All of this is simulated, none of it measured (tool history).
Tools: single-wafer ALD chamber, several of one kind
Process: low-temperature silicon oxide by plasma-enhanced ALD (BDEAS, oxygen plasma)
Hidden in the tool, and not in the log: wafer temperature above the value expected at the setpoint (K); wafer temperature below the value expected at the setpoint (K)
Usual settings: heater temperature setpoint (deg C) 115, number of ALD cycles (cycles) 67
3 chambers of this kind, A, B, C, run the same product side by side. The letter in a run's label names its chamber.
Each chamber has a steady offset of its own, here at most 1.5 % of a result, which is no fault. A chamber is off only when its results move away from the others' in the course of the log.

run	hour	heater temperature setpoint (deg C)	number of ALD cycles (cycles)	hours since the last thermocouple change	read-back reference wafer on the same gauge, thickness_nm	mean film thickness on the monitor wafer (Å)
1C	5.1	115	67	909.2	10.424	92.955
2A	8.9	115	67	1068.1	10.408	94.195
3B	11.2	115	67	1320.1	10.418	92.12
4A	13.7	115	67	1072.9	10.42	94.615
5B	18.9	125	61	1327.8	10.422	82.842
6C	23.8	125	61	927.9	10.411	83.069
7A	26.6	125	61	1085.8	10.407	84.359
8C	29	115	67	933.1	10.407	93.02
9B	32	115	67	1340.9	10.419	92.194
10A	35.8	115	67	1095	10.417	94.194
11B	40.7	115	67	1349.6	10.418	93.363
12C	45.7	115	67	949.8	10.425	92.642
13C	48.9	115	67	953	10.421	92.81
14B	51.4	115	67	1360.3	10.407	92.698
15A	54.2	115	67	1113.4	10.423	93.251
16C	58.7	115	67	962.8	10.433	93.349
17B	61.5	115	67	1370.4	10.431	92.884
18A	66.1	115	67	1125.3	10.425	93.932
19A	69.4	115	67	1128.6	10.418	94.343
20C	72	102	67	976.1	10.432	94.786
21B	76.9	102	67	1385.8	10.416	94.859
22B	81.1	102	67	1390	10.427	95.234
23A	83.9	115	67	1143.1	10.418	93.863
24C	86.9	115	67	991	10.422	92.838
25B	91	115	67	1399.9	10.424	93.067
26C	94.8	120	60	998.9	10.425	81.795
27A	97.4	120	60	1156.6	10.418	83.621
28C	100.3	120	60	1004.4	10.419	82.303
29A	104.9	125	67	1164.1	10.413	92.748
30B	108.3	125	67	1417.2	10.414	90.913
31B	113.3	125	67	1422.2	10.428	91.12
32A	115.8	130	67	1175	10.419	91.762
33C	118.9	130	67	1023	10.422	90.576
34A	121.4	130	67	1180.6	10.426	91.506
35C	124.1	115	67	1028.2	10.421	92.746
36B	127.8	115	67	1436.7	10.404	93.539
37C	131.5	115	67	1035.6	10.42	92.786
38B	134.1	115	67	1443	10.428	93.001
39A	137	115	67	1196.2	10.414	94.479
40A	139.7	115	67	1198.9	10.416	93.986
41B	142.6	115	67	1451.5	10.411	92.873
42C	147.7	115	67	1051.8	10.423	92.951
43C	151.1	115	67	1055.2	10.421	92.376
44B	153.8	115	67	1462.7	10.424	92.04

All 3 chambers run these settings next. Forecast each chamber's results:
45A	157.5	115	67			?
45B	157.5	115	67			?
45C	157.5	115	67			?

run	mean film thickness on the monitor wafer (Å)
45A	94.173
45B	92.673
45C	92.644
